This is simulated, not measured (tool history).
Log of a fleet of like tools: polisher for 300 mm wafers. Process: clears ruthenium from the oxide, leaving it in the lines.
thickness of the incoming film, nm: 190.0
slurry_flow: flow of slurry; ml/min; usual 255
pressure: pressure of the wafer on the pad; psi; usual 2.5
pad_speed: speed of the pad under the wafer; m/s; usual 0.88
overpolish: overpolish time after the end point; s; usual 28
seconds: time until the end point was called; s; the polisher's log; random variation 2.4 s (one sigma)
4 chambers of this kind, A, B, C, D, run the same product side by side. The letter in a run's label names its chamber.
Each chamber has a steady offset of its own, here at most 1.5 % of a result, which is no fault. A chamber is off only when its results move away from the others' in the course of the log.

run 1C day=0.283 | slurry_flow=255 pressure=2.5 pad_speed=0.88 overpolish=28 | seconds=160.86
run 2B day=0.571 | slurry_flow=255 pressure=2.5 pad_speed=0.88 overpolish=28 | seconds=160.14
run 3D day=0.846 | slurry_flow=255 pressure=2.5 pad_speed=0.88 overpolish=28 | seconds=156.81
-- day=0.929 chamber B: worn pad replaced by a new one
run 4A day=1.142 | slurry_flow=255 pressure=2.5 pad_speed=0.88 overpolish=28 | seconds=153.95
run 5B day=1.367 | slurry_flow=255 pressure=2.5 pad_speed=0.88 overpolish=28 | seconds=159.10
run 6C day=1.642 | slurry_flow=255 pressure=2.5 pad_speed=0.88 overpolish=28 | seconds=155.05
-- day=1.750 chamber D: worn pad replaced by a new one
run 7A day=1.900 | slurry_flow=255 pressure=2.5 pad_speed=0.88 overpolish=28 | seconds=152.80
run 8D day=2.208 | slurry_flow=255 pressure=2.5 pad_speed=0.88 overpolish=28 | seconds=157.49
-- day=2.500 chamber C: worn pad replaced by a new one
run 9C day=2.525 | slurry_flow=195 pressure=2.5 pad_speed=0.88 overpolish=37 | seconds=169.40
run 10B day=2.758 | slurry_flow=195 pressure=2.5 pad_speed=0.88 overpolish=37 | seconds=166.18
run 11D day=2.925 | slurry_flow=195 pressure=2.5 pad_speed=0.88 overpolish=37 | seconds=161.71
run 12A day=3.233 | slurry_flow=195 pressure=2.5 pad_speed=0.88 overpolish=37 | seconds=158.48
run 13B day=3.404 | slurry_flow=255 pressure=2.5 pad_speed=0.88 overpolish=28 | seconds=158.53
-- day=3.488 chamber A: worn pad replaced by a new one
run 14D day=3.600 | slurry_flow=255 pressure=2.5 pad_speed=0.88 overpolish=28 | seconds=153.75
run 15A day=3.783 | slurry_flow=255 pressure=2.5 pad_speed=0.88 overpolish=28 | seconds=155.08
run 16C day=4.079 | slurry_flow=255 pressure=2.5 pad_speed=0.88 overpolish=28 | seconds=160.36
-- day=4.083 chamber B: head pressure recalibrated
-- day=4.112 chamber A: slurry nozzle cleaned
-- day=4.321 chamber D: slurry nozzle cleaned
run 17C day=4.392 | slurry_flow=255 pressure=2.5 pad_speed=0.88 overpolish=28 | seconds=157.57
-- day=4.508 chamber B: slurry nozzle cleaned
run 18B day=4.667 | slurry_flow=255 pressure=2.5 pad_speed=0.88 overpolish=28 | seconds=160.37
run 19A day=4.850 | slurry_flow=255 pressure=2.5 pad_speed=0.88 overpolish=28 | seconds=157.27
run 20D day=5.054 | slurry_flow=255 pressure=1.7 pad_speed=0.88 overpolish=18 | seconds=231.12
run 21D day=5.229 | slurry_flow=255 pressure=1.7 pad_speed=0.88 overpolish=18 | seconds=232.38
run 22B day=5.462 | slurry_flow=255 pressure=1.7 pad_speed=0.88 overpolish=18 | seconds=232.55
run 23C day=5.654 | slurry_flow=255 pressure=1.7 pad_speed=0.88 overpolish=18 | seconds=236.49
run 24A day=5.838 | slurry_flow=255 pressure=2.5 pad_speed=1.14 overpolish=28 | seconds=121.75

Is one chamber off against the others, does the gauge drift, or is nothing wrong? If a chamber is off, say which, and what the likeliest cause is.

No chamber stands off beyond its own small offset, and the gauge holds steady.
